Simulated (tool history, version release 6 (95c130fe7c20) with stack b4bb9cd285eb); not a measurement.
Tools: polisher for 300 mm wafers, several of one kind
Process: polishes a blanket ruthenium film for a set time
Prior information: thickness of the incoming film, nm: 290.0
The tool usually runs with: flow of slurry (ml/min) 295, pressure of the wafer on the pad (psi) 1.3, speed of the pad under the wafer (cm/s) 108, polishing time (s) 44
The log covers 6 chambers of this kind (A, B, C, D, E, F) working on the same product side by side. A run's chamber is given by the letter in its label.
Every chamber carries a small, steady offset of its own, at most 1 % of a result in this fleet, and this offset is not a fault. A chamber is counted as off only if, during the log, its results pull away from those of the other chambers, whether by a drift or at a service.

| run | hour | flow of slurry (ml/min) | pressure of the wafer on the pad (psi) | speed of the pad under the wafer (cm/s) | polishing time (s) | wafers polished on this pad | hours since the slurry nozzle was cleaned | hours since the head pressure was calibrated | film removed (angstrom) |
|---|---|---|---|---|---|---|---|---|---|
|  | 4.4 | chamber A: worn pad replaced by a new one |
| 1C | 6.3 | 295 | 1.3 | 108 | 44 | 380 | 591.5 | 588.1 | 357.56 |
|  | 12.9 | chamber E: slurry nozzle cleaned |
| 2B | 16.8 | 295 | 1.3 | 108 | 44 | 314 | 164.5 | 549.8 | 360.99 |
| 3F | 25.5 | 295 | 1.3 | 108 | 44 | 1294 | 300.7 | 314.9 | 360.24 |
| 4A | 32.4 | 295 | 1.3 | 108 | 44 | 389 | 444.6 | 48.7 | 353.74 |
| 5D | 37.2 | 295 | 1.3 | 108 | 44 | 788 | 360.7 | 172.7 | 351.69 |
|  | 41.0 | chamber C: worn pad replaced by a new one |
| 6E | 42.8 | 295 | 1.3 | 108 | 44 | 631 | 30.0 | 107.1 | 358.84 |
|  | 49.2 | chamber F: worn pad replaced by a new one |
| 7B | 52.4 | 295 | 1.3 | 108 | 44 | 808 | 200.1 | 585.4 | 360.07 |
| 8E | 60.9 | 295 | 1.3 | 108 | 44 | 882 | 48.1 | 125.2 | 354.75 |
|  | 61.4 | chamber B: worn pad replaced by a new one |
|  | 61.8 | chamber C: slurry nozzle cleaned |
|  | 63.2 | chamber E: worn pad replaced by a new one |
|  | 66.5 | chamber A: worn pad replaced by a new one |
| 9C | 69.4 | 295 | 1.3 | 108 | 44 | 395 | 7.7 | 651.2 | 359.97 |
| 10D | 79.6 | 295 | 1.3 | 108 | 44 | 1377 | 403.1 | 215.1 | 350.61 |
| 11F | 85.0 | 295 | 1.3 | 108 | 44 | 498 | 360.2 | 374.4 | 353.45 |
|  | 95.1 | chamber C: worn pad replaced by a new one |
| 12A | 95.2 | 295 | 1.3 | 108 | 34 | 399 | 507.4 | 111.5 | 271.98 |
| 13A | 100.6 | 295 | 1.3 | 108 | 34 | 474 | 512.8 | 116.9 | 271.27 |
| 14D | 107.7 | 295 | 1.3 | 108 | 34 | 1768 | 431.2 | 243.2 | 269.19 |
|  | 117.6 | chamber B: worn pad replaced by a new one |
|  | 117.8 | chamber B: head pressure recalibrated |
| 15F | 117.9 | 295 | 1.3 | 108 | 34 | 955 | 393.1 | 407.3 | 270.02 |
| 16B | 127.0 | 295 | 1.3 | 108 | 34 | 130 | 274.7 | 9.3 | 275.47 |
|  | 129.8 | chamber A: worn pad replaced by a new one |
|  | 130.5 | chamber E: worn pad replaced by a new one |
| 17E | 136.8 | 295 | 1.3 | 108 | 34 | 88 | 124.0 | 201.1 | 272.38 |
| 18C | 143.7 | 295 | 1.3 | 108 | 44 | 676 | 82.0 | 725.5 | 353.21 |
| 19C | 151.6 | 295 | 1.3 | 108 | 44 | 785 | 89.9 | 733.4 | 355.48 |
| 20F | 157.1 | 295 | 1.3 | 108 | 44 | 1500 | 432.3 | 446.5 | 357.30 |
|  | 161.7 | chamber C: worn pad replaced by a new one |
| 21D | 161.7 | 295 | 1.3 | 108 | 44 | 2518 | 485.2 | 297.2 | 333.07 |
|  | 165.5 | chamber F: worn pad replaced by a new one |
| 22E | 169.3 | 295 | 1.3 | 108 | 44 | 540 | 156.5 | 233.6 | 349.66 |
| 23B | 177.4 | 295 | 1.3 | 108 | 44 | 830 | 325.1 | 59.7 | 360.87 |
|  | 178.3 | chamber B: worn pad replaced by a new one |
| 24A | 185.4 | 295 | 1.3 | 108 | 44 | 773 | 597.6 | 201.7 | 349.13 |
|  | 192.2 | chamber E: worn pad replaced by a new one |
| 25C | 195.9 | 295 | 1.3 | 108 | 44 | 475 | 134.2 | 777.7 | 353.64 |
|  | 200.0 | chamber A: worn pad replaced by a new one |
| 26F | 205.1 | 295 | 1.3 | 108 | 44 | 550 | 480.3 | 494.5 | 351.10 |
| 27A | 215.6 | 255 | 1.3 | 108 | 51 | 217 | 627.8 | 231.9 | 399.99 |
| 28D | 225.0 | 255 | 1.3 | 108 | 51 | 3397 | 548.5 | 360.5 | 378.51 |
|  | 225.4 | chamber C: worn pad replaced by a new one |
| 29E | 229.8 | 255 | 1.3 | 108 | 51 | 522 | 217.0 | 294.1 | 404.60 |
| 30B | 234.6 | 255 | 1.3 | 108 | 51 | 782 | 382.3 | 116.9 | 402.31 |
| 31C | 240.7 | 255 | 1.3 | 108 | 51 | 213 | 179.0 | 822.5 | 406.13 |
|  | 243.0 | chamber B: worn pad replaced by a new one |
| 32B | 247.6 | 255 | 1.3 | 108 | 51 | 65 | 395.3 | 129.9 | 404.62 |
| 33A | 253.8 | 295 | 1.3 | 108 | 44 | 748 | 666.0 | 270.1 | 352.51 |
|  | 263.7 | chamber E: worn pad replaced by a new one |
| 34D | 264.2 | 295 | 1.3 | 108 | 44 | 3942 | 587.7 | 399.7 | 324.28 |
|  | 266.4 | chamber A: worn pad replaced by a new one |
|  | 267.3 | chamber F: worn pad replaced by a new one |
| 35F | 269.0 | 295 | 1.3 | 108 | 44 | 24 | 544.2 | 558.4 | 361.06 |
| 36E | 279.6 | 295 | 1.6 | 108 | 44 | 222 | 266.8 | 343.9 | 436.07 |
| 37C | 286.5 | 295 | 1.6 | 108 | 44 | 850 | 224.8 | 868.3 | 436.20 |
| 38E | 294.4 | 295 | 1.6 | 108 | 44 | 427 | 281.6 | 358.7 | 434.24 |
| 39A | 300.8 | 295 | 1.6 | 108 | 44 | 478 | 713.0 | 317.1 | 435.98 |
|  | 305.5 | chamber B: worn pad replaced by a new one |
| 40B | 305.6 | 295 | 1.6 | 108 | 44 | 2 | 453.3 | 187.9 | 439.14 |
| 41F | 312.9 | 295 | 1.6 | 108 | 44 | 634 | 588.1 | 602.3 | 435.71 |

Predict what each chamber gives when all 6 of them run the settings below next.
| 42A | 320.4 | 295 | 1.3 | 90 | 44 |  |  |  | ? |
| 42B | 320.4 | 295 | 1.3 | 90 | 44 |  |  |  | ? |
| 42C | 320.4 | 295 | 1.3 | 90 | 44 |  |  |  | ? |
| 42D | 320.4 | 295 | 1.3 | 90 | 44 |  |  |  | ? |
| 42E | 320.4 | 295 | 1.3 | 90 | 44 |  |  |  | ? |
| 42F | 320.4 | 295 | 1.3 | 90 | 44 |  |  |  | ? |

| run | film removed (angstrom) |
|---|---|
| 42A | 291.44 |
| 42B | 297.27 |
| 42C | 296.22 |
| 42D | 266.32 |
| 42E | 293.19 |
| 42F | 297.67 |
